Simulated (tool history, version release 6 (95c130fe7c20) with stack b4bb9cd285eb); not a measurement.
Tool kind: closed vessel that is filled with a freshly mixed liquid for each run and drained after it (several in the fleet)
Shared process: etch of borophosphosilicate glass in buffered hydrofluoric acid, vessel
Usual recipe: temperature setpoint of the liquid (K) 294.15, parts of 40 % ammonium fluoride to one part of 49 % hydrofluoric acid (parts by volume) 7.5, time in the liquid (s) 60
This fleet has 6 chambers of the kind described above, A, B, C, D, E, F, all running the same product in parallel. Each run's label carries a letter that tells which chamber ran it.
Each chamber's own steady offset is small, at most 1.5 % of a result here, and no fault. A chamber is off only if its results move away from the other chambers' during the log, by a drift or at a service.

run,day,temperature setpoint of the liquid (K),parts of 40 % ammonium fluoride to one part of 49 % hydrofluoric acid (parts by volume),time in the liquid (s),"read-back film thickness of the borophosphosilicate glass reference wafer, read on the same gauge (nm)",thickness taken off the borophosphosilicate glass on a monitor wafer (Å)
1E,0.354,294.15,7.5,60,79.964,1357.2
2F,0.783,294.15,7.5,60,79.985,1353.7
3D,1.229,294.15,7.5,60,79.989,1342.9
4C,1.696,294.15,7.5,60,79.988,1340.5
5B,2.179,294.15,7.5,60,80.031,1368.1
6A,2.604,294.15,7.5,60,80.016,1360.5
7C,3.008,294.15,7.5,60,79.979,1336.4
8A,3.471,294.15,7.5,60,79.973,1370.1
9D,3.808,294.15,7.5,60,79.999,1356.1
10F,4.158,294.15,7.5,60,80.005,1360.4
11E,4.471,294.15,7.5,35,80.05,794.94
12B,5.021,294.15,7.5,35,80.035,810.56
13A,5.558,294.15,7.5,35,80.021,777.81
14F,6.025,294.15,7.5,35,79.994,795.36
15C,6.558,294.15,7.5,35,79.994,775.27
16D,6.829,294.15,7.5,35,80.016,794.28
17E,7.321,294.15,7.5,60,80.028,1354.7
18B,7.854,294.15,7.5,60,79.956,1375.4
19F,8.388,294.15,9.5,60,79.985,1076
20D,8.675,294.15,9.5,60,80.042,1056
21C,9.025,294.15,9.5,60,80.02,1055.9
22A,9.55,294.15,9.5,60,79.978,1076.9
23B,9.858,294.15,9.5,60,80,1093.6
24E,10.125,294.15,9.5,60,80.014,1069.7
25F,10.683,294.15,7.5,60,79.977,1356.1
26E,11.004,294.15,7.5,60,80.012,1347.1
27C,11.267,294.15,7.5,60,80.004,1352.6
28A,11.796,294.15,7.5,60,79.998,1347.7
29D,12.133,294.15,7.5,60,79.975,1370
30B,12.446,294.15,7.5,60,79.976,1369.8
31D,12.692,294.15,7.5,60,80.023,1359.1
32E,13.167,294.15,7.5,60,80.038,1356.8
33A,13.696,294.15,7.5,60,80.022,1352
34C,14.012,294.15,7.5,60,80.009,1350.5
35F,14.292,294.15,7.5,30,79.998,680.39
36B,14.754,294.15,7.5,30,79.939,695.64
# day 15.008: chamber C: thermometer replaced
37F,15.196,294.15,7.5,30,79.974,680.93
38A,15.679,294.15,7.5,30,80.024,690.02
39D,15.946,294.15,7.5,30,79.977,671.38
40B,16.333,294.15,7.5,30,79.999,682.07
41E,16.629,294.15,7.5,60,79.972,1357.8
42C,16.888,294.15,7.5,60,79.999,1339.1
43C,17.3,290.15,7.5,60,79.979,1067.7
44D,17.817,290.15,7.5,60,80.018,1088.4

One chamber off, gauge drift, or nothing amiss beyond the chambers' own small offsets? If it is a chamber, which one, and what is the likeliest cause?

No chamber is off and the gauge is stable; the differences are just each chamber's small, constant offset.

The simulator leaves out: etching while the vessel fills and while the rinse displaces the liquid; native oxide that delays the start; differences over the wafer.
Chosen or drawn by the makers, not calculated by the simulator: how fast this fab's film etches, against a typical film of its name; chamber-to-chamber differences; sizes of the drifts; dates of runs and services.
